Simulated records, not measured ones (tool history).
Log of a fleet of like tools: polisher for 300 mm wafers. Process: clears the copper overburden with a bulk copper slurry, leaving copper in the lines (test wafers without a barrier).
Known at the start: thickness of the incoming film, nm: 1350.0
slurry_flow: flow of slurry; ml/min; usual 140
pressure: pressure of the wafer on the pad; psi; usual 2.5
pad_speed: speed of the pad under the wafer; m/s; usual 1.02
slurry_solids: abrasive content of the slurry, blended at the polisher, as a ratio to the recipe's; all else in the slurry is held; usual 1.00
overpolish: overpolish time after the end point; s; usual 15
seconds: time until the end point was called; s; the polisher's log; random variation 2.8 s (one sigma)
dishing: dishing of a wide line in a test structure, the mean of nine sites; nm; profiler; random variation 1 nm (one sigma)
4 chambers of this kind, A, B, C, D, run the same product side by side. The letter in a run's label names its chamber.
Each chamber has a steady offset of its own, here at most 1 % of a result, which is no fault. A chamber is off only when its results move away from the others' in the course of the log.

{"run": "1C", "day": 0.342, "slurry_flow": 140, "pressure": 2.5, "pad_speed": 1.02, "slurry_solids": 1.0, "overpolish": 15, "seconds": 154.9, "dishing": 62.461}
{"run": "2D", "day": 0.6, "slurry_flow": 140, "pressure": 2.5, "pad_speed": 1.02, "slurry_solids": 1.0, "overpolish": 15, "seconds": 156.37, "dishing": 63.216}
{"day": 0.783, "done": "chamber C: slurry blender recalibrated"}
{"run": "3B", "day": 0.875, "slurry_flow": 140, "pressure": 2.5, "pad_speed": 1.02, "slurry_solids": 1.0, "overpolish": 15, "seconds": 154.74, "dishing": 62.988}
{"run": "4A", "day": 1.371, "slurry_flow": 140, "pressure": 2.5, "pad_speed": 1.02, "slurry_solids": 1.0, "overpolish": 15, "seconds": 152.99, "dishing": 61.204}
{"day": 1.496, "done": "chamber D: slurry nozzle cleaned"}
{"run": "5B", "day": 1.883, "slurry_flow": 140, "pressure": 2.5, "pad_speed": 1.02, "slurry_solids": 1.0, "overpolish": 15, "seconds": 146.94, "dishing": 62.965}
{"day": 2.058, "done": "chamber D: slurry blender recalibrated"}
{"run": "6D", "day": 2.167, "slurry_flow": 140, "pressure": 2.5, "pad_speed": 1.02, "slurry_solids": 1.0, "overpolish": 15, "seconds": 153.3, "dishing": 63.12}
{"run": "7A", "day": 2.692, "slurry_flow": 140, "pressure": 2.5, "pad_speed": 1.02, "slurry_solids": 1.0, "overpolish": 15, "seconds": 153.55, "dishing": 62.506}
{"run": "8C", "day": 3.142, "slurry_flow": 140, "pressure": 2.5, "pad_speed": 1.02, "slurry_solids": 1.0, "overpolish": 15, "seconds": 153.23, "dishing": 62.278}
{"day": 3.546, "done": "chamber C: worn pad replaced by a new one"}
{"run": "9B", "day": 3.646, "slurry_flow": 140, "pressure": 2.5, "pad_speed": 1.02, "slurry_solids": 1.0, "overpolish": 15, "seconds": 153.14, "dishing": 62.173}
{"run": "10A", "day": 3.938, "slurry_flow": 140, "pressure": 2.5, "pad_speed": 1.02, "slurry_solids": 1.0, "overpolish": 15, "seconds": 151.57, "dishing": 61.427}
{"run": "11D", "day": 4.358, "slurry_flow": 140, "pressure": 2.5, "pad_speed": 1.02, "slurry_solids": 1.0, "overpolish": 15, "seconds": 157.89, "dishing": 63.05}
{"run": "12C", "day": 4.704, "slurry_flow": 140, "pressure": 2.5, "pad_speed": 1.02, "slurry_solids": 1.0, "overpolish": 15, "seconds": 157.36, "dishing": 61.625}
{"run": "13D", "day": 5.175, "slurry_flow": 140, "pressure": 3.1, "pad_speed": 1.02, "slurry_solids": 0.85, "overpolish": 15, "seconds": 128.74, "dishing": 69.821}
{"run": "14B", "day": 5.488, "slurry_flow": 140, "pressure": 3.1, "pad_speed": 1.02, "slurry_solids": 0.85, "overpolish": 15, "seconds": 132.01, "dishing": 72.268}
{"day": 5.592, "done": "chamber B: head pressure recalibrated"}
{"day": 5.721, "done": "chamber A: head pressure recalibrated"}
{"run": "15A", "day": 5.933, "slurry_flow": 140, "pressure": 3.1, "pad_speed": 1.02, "slurry_solids": 0.85, "overpolish": 15, "seconds": 127.39, "dishing": 71.18}
{"run": "16C", "day": 6.304, "slurry_flow": 140, "pressure": 3.1, "pad_speed": 1.02, "slurry_solids": 0.85, "overpolish": 15, "seconds": 126.98, "dishing": 69.736}
{"day": 6.446, "done": "chamber A: slurry nozzle cleaned"}
{"day": 6.579, "done": "chamber C: slurry blender recalibrated"}
{"run": "17B", "day": 6.783, "slurry_flow": 140, "pressure": 2.5, "pad_speed": 1.02, "slurry_solids": 1.0, "overpolish": 15, "seconds": 155.7, "dishing": 62.553}
{"run": "18C", "day": 7.046, "slurry_flow": 140, "pressure": 2.5, "pad_speed": 1.02, "slurry_solids": 1.0, "overpolish": 15, "seconds": 152.76, "dishing": 63.722}
{"day": 7.192, "done": "chamber B: worn pad replaced by a new one"}
{"run": "19D", "day": 7.333, "slurry_flow": 140, "pressure": 2.5, "pad_speed": 1.02, "slurry_solids": 1.0, "overpolish": 15, "seconds": 152.63, "dishing": 62.937}
{"run": "20A", "day": 7.571, "slurry_flow": 140, "pressure": 2.5, "pad_speed": 1.02, "slurry_solids": 1.0, "overpolish": 15, "seconds": 154.17, "dishing": 63.179}
{"day": 7.925, "done": "chamber D: worn pad replaced by a new one"}
{"run": "21B", "day": 7.979, "slurry_flow": 140, "pressure": 2.5, "pad_speed": 1.02, "slurry_solids": 1.0, "overpolish": 15, "seconds": 156.56, "dishing": 61.958}
{"run": "22C", "day": 8.392, "slurry_flow": 140, "pressure": 2.5, "pad_speed": 1.02, "slurry_solids": 1.0, "overpolish": 15, "seconds": 156.84, "dishing": 62.002}
{"run": "23A", "day": 8.767, "slurry_flow": 140, "pressure": 2.0, "pad_speed": 1.02, "slurry_solids": 1.0, "overpolish": 15, "seconds": 188.79, "dishing": 54.183}
{"run": "24D", "day": 9.196, "slurry_flow": 140, "pressure": 2.0, "pad_speed": 1.02, "slurry_solids": 1.0, "overpolish": 15, "seconds": 193.35, "dishing": 54.373}
{"run": "25A", "day": 9.646, "slurry_flow": 140, "pressure": 2.0, "pad_speed": 1.02, "slurry_solids": 1.0, "overpolish": 15, "seconds": 192.39, "dishing": 52.477}
{"day": 9.738, "done": "chamber A: worn pad replaced by a new one"}
{"run": "26B", "day": 10.1, "slurry_flow": 140, "pressure": 2.0, "pad_speed": 1.02, "slurry_solids": 1.0, "overpolish": 15, "seconds": 190.88, "dishing": 55.627}
{"run": "27D", "day": 10.567, "slurry_flow": 140, "pressure": 2.5, "pad_speed": 1.02, "slurry_solids": 1.0, "overpolish": 15, "seconds": 150.6, "dishing": 59.829}
{"day": 10.579, "done": "chamber C: slurry nozzle cleaned"}
{"run": "28C", "day": 10.817, "slurry_flow": 140, "pressure": 2.5, "pad_speed": 1.02, "slurry_solids": 1.0, "overpolish": 15, "seconds": 147.22, "dishing": 62.771}
{"day": 11.154, "done": "chamber C: slurry blender recalibrated"}
{"run": "29B", "day": 11.229, "slurry_flow": 140, "pressure": 2.5, "pad_speed": 1.02, "slurry_solids": 1.0, "overpolish": 15, "seconds": 153.12, "dishing": 62.089}
{"day": 11.554, "done": "chamber D: slurry nozzle cleaned"}
{"run": "30D", "day": 11.754, "slurry_flow": 140, "pressure": 2.5, "pad_speed": 1.02, "slurry_solids": 1.0, "overpolish": 15, "seconds": 156.21, "dishing": 62.661}
{"day": 12.129, "done": "chamber B: slurry nozzle cleaned"}
{"run": "31A", "day": 12.246, "slurry_flow": 140, "pressure": 2.5, "pad_speed": 1.02, "slurry_solids": 1.0, "overpolish": 15, "seconds": 147.37, "dishing": 61.229}
{"day": 12.4, "done": "chamber D: head pressure recalibrated"}
{"run": "32C", "day": 12.692, "slurry_flow": 140, "pressure": 2.5, "pad_speed": 1.02, "slurry_solids": 1.0, "overpolish": 15, "seconds": 156.05, "dishing": 62.89}
{"run": "33B", "day": 13.004, "slurry_flow": 140, "pressure": 2.5, "pad_speed": 1.02, "slurry_solids": 1.0, "overpolish": 15, "seconds": 153.31, "dishing": 63.327}
{"run": "34C", "day": 13.267, "slurry_flow": 140, "pressure": 2.5, "pad_speed": 1.02, "slurry_solids": 1.0, "overpolish": 15, "seconds": 150.97, "dishing": 60.598}
{"run": "35A", "day": 13.508, "slurry_flow": 140, "pressure": 2.5, "pad_speed": 1.02, "slurry_solids": 1.0, "overpolish": 15, "seconds": 152.25, "dishing": 63.067}
{"run": "36D", "day": 13.829, "slurry_flow": 140, "pressure": 2.5, "pad_speed": 1.02, "slurry_solids": 1.0, "overpolish": 15, "seconds": 150.27, "dishing": 61.731}
{"run": "37A", "day": 14.188, "slurry_flow": 140, "pressure": 2.5, "pad_speed": 1.02, "slurry_solids": 1.0, "overpolish": 15, "seconds": 154.22, "dishing": 62.14}
{"run": "38B", "day": 14.488, "slurry_flow": 140, "pressure": 2.5, "pad_speed": 1.02, "slurry_solids": 1.0, "overpolish": 15, "seconds": 150.8, "dishing": 64.485}
{"day": 14.921, "done": "chamber D: slurry blender recalibrated"}
{"run": "39C", "day": 14.992, "slurry_flow": 140, "pressure": 2.5, "pad_speed": 1.02, "slurry_solids": 1.0, "overpolish": 15, "seconds": 154.37, "dishing": 63.036}
{"run": "40D", "day": 15.25, "slurry_flow": 140, "pressure": 2.5, "pad_speed": 1.02, "slurry_solids": 1.0, "overpolish": 15, "seconds": 149.26, "dishing": 63.75}
{"run": "41A", "day": 15.692, "slurry_flow": 140, "pressure": 2.5, "pad_speed": 1.02, "slurry_solids": 1.0, "overpolish": 15, "seconds": 153.56, "dishing": 60.799}

Is one chamber off against the others, does the gauge drift, or is nothing wrong? If a chamber is off, say which, and what the likeliest cause is.

No chamber stands off beyond its own small offset, and the gauge holds steady.
